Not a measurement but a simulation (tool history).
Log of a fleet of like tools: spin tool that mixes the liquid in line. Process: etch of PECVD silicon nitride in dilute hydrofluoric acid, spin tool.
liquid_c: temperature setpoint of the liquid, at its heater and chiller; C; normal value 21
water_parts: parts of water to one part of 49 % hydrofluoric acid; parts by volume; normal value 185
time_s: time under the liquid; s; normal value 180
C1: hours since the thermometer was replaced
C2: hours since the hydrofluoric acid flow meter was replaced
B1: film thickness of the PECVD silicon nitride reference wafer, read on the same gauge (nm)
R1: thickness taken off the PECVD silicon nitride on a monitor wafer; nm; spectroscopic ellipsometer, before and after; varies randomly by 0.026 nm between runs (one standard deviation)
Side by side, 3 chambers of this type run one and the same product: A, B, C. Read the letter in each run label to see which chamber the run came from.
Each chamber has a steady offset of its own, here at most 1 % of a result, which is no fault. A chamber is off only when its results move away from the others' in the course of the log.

{"run": "1A", "hour": 3.5, "liquid_c": 21, "water_parts": 185, "time_s": 180, "C1": 101.7, "C2": 140.1, "B1": 140.01, "R1": 2.788}
{"run": "2C", "hour": 6.8, "liquid_c": 21, "water_parts": 185, "time_s": 180, "C1": 2454.5, "C2": 251.4, "B1": 139.99, "R1": 2.7908}
{"run": "3B", "hour": 12.2, "liquid_c": 21, "water_parts": 185, "time_s": 180, "C1": 1960.1, "C2": 720.4, "B1": 139.98, "R1": 2.7369}
{"run": "4B", "hour": 17.0, "liquid_c": 21, "water_parts": 185, "time_s": 180, "C1": 1964.9, "C2": 725.2, "B1": 139.99, "R1": 2.768}
{"run": "5C", "hour": 20.8, "liquid_c": 21, "water_parts": 185, "time_s": 180, "C1": 2468.5, "C2": 265.4, "B1": 140.01, "R1": 2.7999}
{"run": "6A", "hour": 23.9, "liquid_c": 21, "water_parts": 185, "time_s": 180, "C1": 122.1, "C2": 160.5, "B1": 140, "R1": 2.7681}
{"run": "7A", "hour": 29.3, "liquid_c": 21, "water_parts": 185, "time_s": 180, "C1": 127.5, "C2": 165.9, "B1": 140.01, "R1": 2.771}
{"run": "8B", "hour": 33.0, "liquid_c": 21, "water_parts": 185, "time_s": 180, "C1": 1980.9, "C2": 741.2, "B1": 139.99, "R1": 2.7806}
{"run": "9C", "hour": 35.5, "liquid_c": 21, "water_parts": 185, "time_s": 180, "C1": 2483.2, "C2": 280.1, "B1": 140.05, "R1": 2.7352}
{"run": "10A", "hour": 38.1, "liquid_c": 21, "water_parts": 185, "time_s": 180, "C1": 136.3, "C2": 174.7, "B1": 139.99, "R1": 2.7573}
{"run": "11C", "hour": 41.8, "liquid_c": 21, "water_parts": 185, "time_s": 180, "C1": 2489.5, "C2": 286.4, "B1": 139.97, "R1": 2.7478}
{"run": "12B", "hour": 44.8, "liquid_c": 21, "water_parts": 185, "time_s": 180, "C1": 1992.7, "C2": 753, "B1": 140.01, "R1": 2.7273}
{"run": "13A", "hour": 47.2, "liquid_c": 21, "water_parts": 185, "time_s": 180, "C1": 145.4, "C2": 183.8, "B1": 139.98, "R1": 2.7983}
{"run": "14B", "hour": 49.7, "liquid_c": 21, "water_parts": 185, "time_s": 180, "C1": 1997.6, "C2": 757.9, "B1": 140, "R1": 2.7324}
{"run": "15C", "hour": 52.2, "liquid_c": 17, "water_parts": 185, "time_s": 235, "C1": 2499.9, "C2": 296.8, "B1": 139.99, "R1": 2.7325}
{"run": "16C", "hour": 55.4, "liquid_c": 17, "water_parts": 185, "time_s": 235, "C1": 2503.1, "C2": 300, "B1": 139.98, "R1": 2.7399}
{"run": "17A", "hour": 60.0, "liquid_c": 17, "water_parts": 185, "time_s": 235, "C1": 158.2, "C2": 196.6, "B1": 139.98, "R1": 2.7709}
{"run": "18B", "hour": 62.5, "liquid_c": 21, "water_parts": 185, "time_s": 180, "C1": 2010.4, "C2": 770.7, "B1": 139.98, "R1": 2.7753}
{"run": "19A", "hour": 66.2, "liquid_c": 21, "water_parts": 185, "time_s": 180, "C1": 164.4, "C2": 202.8, "B1": 140.02, "R1": 2.7946}
{"run": "20C", "hour": 69.7, "liquid_c": 21, "water_parts": 185, "time_s": 180, "C1": 2517.4, "C2": 314.3, "B1": 139.97, "R1": 2.7611}
{"run": "21B", "hour": 74.9, "liquid_c": 21, "water_parts": 185, "time_s": 180, "C1": 2022.8, "C2": 783.1, "B1": 140.03, "R1": 2.7807}
{"run": "22C", "hour": 78.7, "liquid_c": 21, "water_parts": 185, "time_s": 180, "C1": 2526.4, "C2": 323.3, "B1": 140.01, "R1": 2.727}
{"run": "23A", "hour": 82.1, "liquid_c": 21, "water_parts": 185, "time_s": 180, "C1": 180.3, "C2": 218.7, "B1": 139.99, "R1": 2.7322}
{"run": "24B", "hour": 85.2, "liquid_c": 21, "water_parts": 185, "time_s": 180, "C1": 2033.1, "C2": 793.4, "B1": 140, "R1": 2.7432}
{"run": "25A", "hour": 88.7, "liquid_c": 21, "water_parts": 185, "time_s": 180, "C1": 186.9, "C2": 225.3, "B1": 140.03, "R1": 2.7899}
{"run": "26B", "hour": 93.1, "liquid_c": 21, "water_parts": 185, "time_s": 180, "C1": 2041, "C2": 801.3, "B1": 139.98, "R1": 2.7603}
{"run": "27C", "hour": 97.3, "liquid_c": 21, "water_parts": 185, "time_s": 180, "C1": 2545, "C2": 341.9, "B1": 139.99, "R1": 2.7425}
{"run": "28C", "hour": 100.4, "liquid_c": 21, "water_parts": 185, "time_s": 180, "C1": 2548.1, "C2": 345, "B1": 139.99, "R1": 2.693}
{"run": "29B", "hour": 105.1, "liquid_c": 21, "water_parts": 185, "time_s": 180, "C1": 2053, "C2": 813.3, "B1": 139.99, "R1": 2.7663}
{"run": "30A", "hour": 107.9, "liquid_c": 21, "water_parts": 185, "time_s": 180, "C1": 206.1, "C2": 244.5, "B1": 139.99, "R1": 2.8229}
{"run": "31B", "hour": 112.2, "liquid_c": 21, "water_parts": 115, "time_s": 180, "C1": 2060.1, "C2": 820.4, "B1": 139.99, "R1": 4.3106}
{"run": "32A", "hour": 116.8, "liquid_c": 21, "water_parts": 115, "time_s": 180, "C1": 215, "C2": 253.4, "B1": 139.98, "R1": 4.4347}
{"run": "33C", "hour": 120.3, "liquid_c": 21, "water_parts": 115, "time_s": 180, "C1": 2568, "C2": 364.9, "B1": 139.97, "R1": 4.3637}
{"run": "34C", "hour": 125.0, "liquid_c": 21, "water_parts": 185, "time_s": 180, "C1": 2572.7, "C2": 369.6, "B1": 140.04, "R1": 2.7548}
{"run": "35A", "hour": 130.1, "liquid_c": 21, "water_parts": 185, "time_s": 180, "C1": 228.3, "C2": 266.7, "B1": 140.02, "R1": 2.7973}
{"run": "36B", "hour": 133.8, "liquid_c": 21, "water_parts": 185, "time_s": 180, "C1": 2081.7, "C2": 842, "B1": 140.03, "R1": 2.7384}
{"run": "37A", "hour": 138.9, "liquid_c": 21, "water_parts": 185, "time_s": 180, "C1": 237.1, "C2": 275.5, "B1": 140.01, "R1": 2.7846}
{"run": "38B", "hour": 143.3, "liquid_c": 21, "water_parts": 185, "time_s": 180, "C1": 2091.2, "C2": 851.5, "B1": 139.99, "R1": 2.7868}
{"run": "39C", "hour": 146.8, "liquid_c": 21, "water_parts": 185, "time_s": 180, "C1": 2594.5, "C2": 391.4, "B1": 140.04, "R1": 2.7353}
{"run": "40C", "hour": 150.0, "liquid_c": 21, "water_parts": 185, "time_s": 85, "C1": 2597.7, "C2": 394.6, "B1": 140.04, "R1": 1.2973}

For the next run the whole fleet of 3 chambers uses the same settings. Give each chamber's results:
{"run": "41A", "hour": 154.0, "liquid_c": 24, "water_parts": 185, "time_s": 180, "R1": "?"}
{"run": "41B", "hour": 154.0, "liquid_c": 24, "water_parts": 185, "time_s": 180, "R1": "?"}
{"run": "41C", "hour": 154.0, "liquid_c": 24, "water_parts": 185, "time_s": 180, "R1": "?"}

run=41A R1=3.384
run=41B R1=3.3512
run=41C R1=3.2975
